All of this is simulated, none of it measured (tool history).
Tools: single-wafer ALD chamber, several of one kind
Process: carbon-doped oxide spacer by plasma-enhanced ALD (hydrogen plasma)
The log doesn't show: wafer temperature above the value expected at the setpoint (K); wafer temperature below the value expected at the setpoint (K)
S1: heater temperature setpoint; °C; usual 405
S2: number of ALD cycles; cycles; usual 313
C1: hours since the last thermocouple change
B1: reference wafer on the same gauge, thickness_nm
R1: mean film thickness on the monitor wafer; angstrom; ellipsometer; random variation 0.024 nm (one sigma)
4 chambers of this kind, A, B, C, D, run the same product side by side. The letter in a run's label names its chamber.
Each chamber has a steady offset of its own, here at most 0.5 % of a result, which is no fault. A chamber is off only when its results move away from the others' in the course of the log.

Run 1D, hour 5.5: usual settings; C1 1235.6; B1 16.505. Result: R1 154.31 angstrom.
Run 2A, hour 10: usual settings; C1 183.6; B1 16.504. Result: R1 154.5 angstrom.
Run 3C, hour 15: usual settings; C1 110.9; B1 16.509. Result: R1 154.12 angstrom.
Run 4B, hour 18: usual settings; C1 275.3; B1 16.511. Result: R1 155.02 angstrom.
Run 5B, hour 24: usual settings but S1 410 °C; C1 281.3; B1 16.513. Result: R1 152.51 angstrom.
Run 6C, hour 29.6: usual settings but S1 410 °C; C1 125.5; B1 16.515. Result: R1 152.13 angstrom.
Run 7A, hour 35.1: usual settings but S1 410 °C; C1 208.7; B1 16.513. Result: R1 152.25 angstrom.
Run 8D, hour 38.4: usual settings but S1 410 °C; C1 1268.5; B1 16.518. Result: R1 152.22 angstrom.
Run 9B, hour 41.5: usual settings; C1 298.8; B1 16.519. Result: R1 154.86 angstrom.
Run 10C, hour 45.1: usual settings but S1 413 °C, S2 292 cycles; C1 141; B1 16.525. Result: R1 140.88 angstrom.
Run 11D, hour 48.8: usual settings but S1 413 °C, S2 292 cycles; C1 1278.9; B1 16.522. Result: R1 140.85 angstrom.
Run 12A, hour 54.4: usual settings but S1 413 °C, S2 292 cycles; C1 228; B1 16.524. Result: R1 140.27 angstrom.
Run 13D, hour 57.4: usual settings but S1 413 °C, S2 292 cycles; C1 1287.5; B1 16.525. Result: R1 140.51 angstrom.
Run 14B, hour 62.7: usual settings; C1 320; B1 16.533. Result: R1 155.44 angstrom.
Run 15C, hour 66.5: usual settings; C1 162.4; B1 16.536. Result: R1 154.64 angstrom.
Run 16A, hour 71.2: usual settings; C1 244.8; B1 16.539. Result: R1 154.57 angstrom.
Run 17D, hour 74.7: usual settings; C1 1304.8; B1 16.541. Result: R1 154.81 angstrom.
Run 18C, hour 79.1: usual settings; C1 175; B1 16.541. Result: R1 154.93 angstrom.
Run 19A, hour 84.8: usual settings but S1 398 °C, S2 332 cycles; C1 258.4; B1 16.539. Result: R1 166.68 angstrom.
Run 20B, hour 91.5: usual settings but S1 398 °C, S2 332 cycles; C1 348.8; B1 16.549. Result: R1 166.96 angstrom.
Run 21C, hour 96.9: usual settings but S1 398 °C, S2 332 cycles; C1 192.8; B1 16.549. Result: R1 166.48 angstrom.
Run 22A, hour 102.1: usual settings but S1 398 °C, S2 332 cycles; C1 275.7; B1 16.542. Result: R1 166.98 angstrom.
Run 23B, hour 107.1: usual settings; C1 364.4; B1 16.553. Result: R1 155.34 angstrom.
Run 24D, hour 113.5: usual settings; C1 1343.6; B1 16.553. Result: R1 155.07 angstrom.
Run 25D, hour 119.9: usual settings but S2 273 cycles; C1 1350; B1 16.559. Result: R1 135.05 angstrom.
Run 26A, hour 125: usual settings but S2 273 cycles; C1 298.6; B1 16.566. Result: R1 135.06 angstrom.
Run 27B, hour 131.8: usual settings but S2 273 cycles; C1 389.1; B1 16.568. Result: R1 135.77 angstrom.
Run 28C, hour 135.1: usual settings but S2 273 cycles; C1 231; B1 16.57. Result: R1 135.04 angstrom.
Run 29C, hour 140.7: usual settings; C1 236.6; B1 16.57. Result: R1 155.23 angstrom.
Run 30B, hour 144.2: usual settings; C1 401.5; B1 16.576. Result: R1 155.02 angstrom.
Run 31D, hour 149.8: usual settings; C1 1379.9; B1 16.577. Result: R1 155.32 angstrom.
Run 32A, hour 155.3: usual settings; C1 328.9; B1 16.578. Result: R1 155.07 angstrom.
Run 33A, hour 159: usual settings; C1 332.6; B1 16.583. Result: R1 155.05 angstrom.
Run 34C, hour 165.7: usual settings; C1 261.6; B1 16.584. Result: R1 154.99 angstrom.
Run 35B, hour 168.6: usual settings; C1 425.9; B1 16.583. Result: R1 155.2 angstrom.
Run 36D, hour 172.4: usual settings; C1 1402.5; B1 16.59. Result: R1 155.89 angstrom.
Run 37A, hour 177.5: usual settings; C1 351.1; B1 16.59. Result: R1 155.04 angstrom.
Run 38C, hour 183.4: usual settings but S1 399 °C, S2 368 cycles; C1 279.3; B1 16.59. Result: R1 185.41 angstrom.
Run 39D, hour 187.1: usual settings but S1 399 °C, S2 368 cycles; C1 1417.2; B1 16.596. Result: R1 185.04 angstrom.
Run 40B, hour 190.8: usual settings but S1 399 °C, S2 368 cycles; C1 448.1; B1 16.594. Result: R1 185.97 angstrom.
Run 41D, hour 194: usual settings but S1 399 °C, S2 368 cycles; C1 1424.1; B1 16.602. Result: R1 185.39 angstrom.
Run 42B, hour 198.8: usual settings; C1 456.1; B1 16.606. Result: R1 155.39 angstrom.
Run 43A, hour 205.1: usual settings; C1 378.7; B1 16.607. Result: R1 155.39 angstrom.

Next, every chamber runs the same settings. What will each give?
Run 44A, hour 210: usual settings. Result: R1 ?.
Run 44B, hour 210: usual settings. Result: R1 ?.
Run 44C, hour 210: usual settings. Result: R1 ?.
Run 44D, hour 210: usual settings. Result: R1 ?.

run      R1
44A  155.11
44B  155.01
44C  155.18
44D  155.58

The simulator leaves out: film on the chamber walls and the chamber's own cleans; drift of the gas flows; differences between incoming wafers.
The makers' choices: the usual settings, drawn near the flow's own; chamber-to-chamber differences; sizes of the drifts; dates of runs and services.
